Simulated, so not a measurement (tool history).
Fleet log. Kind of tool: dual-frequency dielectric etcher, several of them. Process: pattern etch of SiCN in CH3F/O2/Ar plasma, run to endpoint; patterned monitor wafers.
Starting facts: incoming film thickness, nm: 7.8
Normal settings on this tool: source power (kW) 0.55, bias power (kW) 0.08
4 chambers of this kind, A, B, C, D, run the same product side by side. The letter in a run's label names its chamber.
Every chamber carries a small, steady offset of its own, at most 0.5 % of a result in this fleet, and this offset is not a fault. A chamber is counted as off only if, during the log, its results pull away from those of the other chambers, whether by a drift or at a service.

run	hour	source power (kW)	bias power (kW)	hours since the last wet clean	hours since the last source power generator calibration	hours since the last bias power generator calibration	endpoint time (s)
1B	4.3	0.55	0.08	146.7	1129.7	3278.8	17.817
2D	9.2	0.55	0.08	214.2	1194.4	1770.2	17.72
3A	12.7	0.55	0.08	183.8	936.7	1520.6	17.777
4C	16.8	0.55	0.08	552.1	68.5	254.5	17.766
5A	22.9	0.55	0.08	194	946.9	1530.8	17.817
6C	27.1	0.55	0.08	562.4	78.8	264.8	17.644
7B	32.5	0.55	0.08	174.9	1157.9	3307	17.666
8D	37.7	0.55	0.08	242.7	1222.9	1798.7	17.568
9D	43.3	0.55	0.08	248.3	1228.5	1804.3	17.493
10C	48.2	0.55	0.08	583.5	99.9	285.9	17.71
11A	54.6	0.55	0.08	225.7	978.6	1562.5	17.809
12B	59.7	0.66	0.072	202.1	1185.1	3334.2	17.259
13A	63.8	0.66	0.072	234.9	987.8	1571.7	17.285
# hour 65: chamber C: wet clean of the chamber
14B	67.8	0.66	0.072	210.2	1193.2	3342.3	17.19
15C	74.3	0.66	0.072	9.3	126	312	17.152
16D	78.2	0.55	0.08	283.2	1263.4	1839.2	17.547
17D	81.8	0.55	0.072	286.8	1267	1842.8	18.028
18B	85.6	0.55	0.072	228	1211	3360.1	18.321
19A	89.3	0.55	0.072	260.4	1013.3	1597.2	18.365
20C	95.6	0.55	0.072	30.6	147.3	333.3	18.362
21B	99.8	0.55	0.08	242.2	1225.2	3374.3	17.752
22D	103.5	0.55	0.08	308.5	1288.7	1864.5	17.316
23A	108.6	0.55	0.08	279.7	1032.6	1616.5	17.883
24C	113.7	0.55	0.08	48.7	165.4	351.4	17.729
25B	120	0.55	0.08	262.4	1245.4	3394.5	17.708
26D	125.4	0.55	0.08	330.4	1310.6	1886.4	17.217
27C	129.8	0.55	0.08	64.8	181.5	367.5	17.672
28A	133.7	0.55	0.08	304.8	1057.7	1641.6	17.783
29D	138.1	0.55	0.08	343.1	1323.3	1899.1	17.22
30B	143.4	0.55	0.08	285.8	1268.8	3417.9	17.706
31A	148.6	0.55	0.08	319.7	1072.6	1656.5	17.873

All chambers now run identical settings, listed one chamber a line with results as question marks. What results will each chamber show?
32A	153.2	0.55	0.095				?
32B	153.2	0.55	0.095				?
32C	153.2	0.55	0.095				?
32D	153.2	0.55	0.095				?

run	endpoint time (s)
32A	16.699
32B	16.769
32C	16.704
32D	16.122
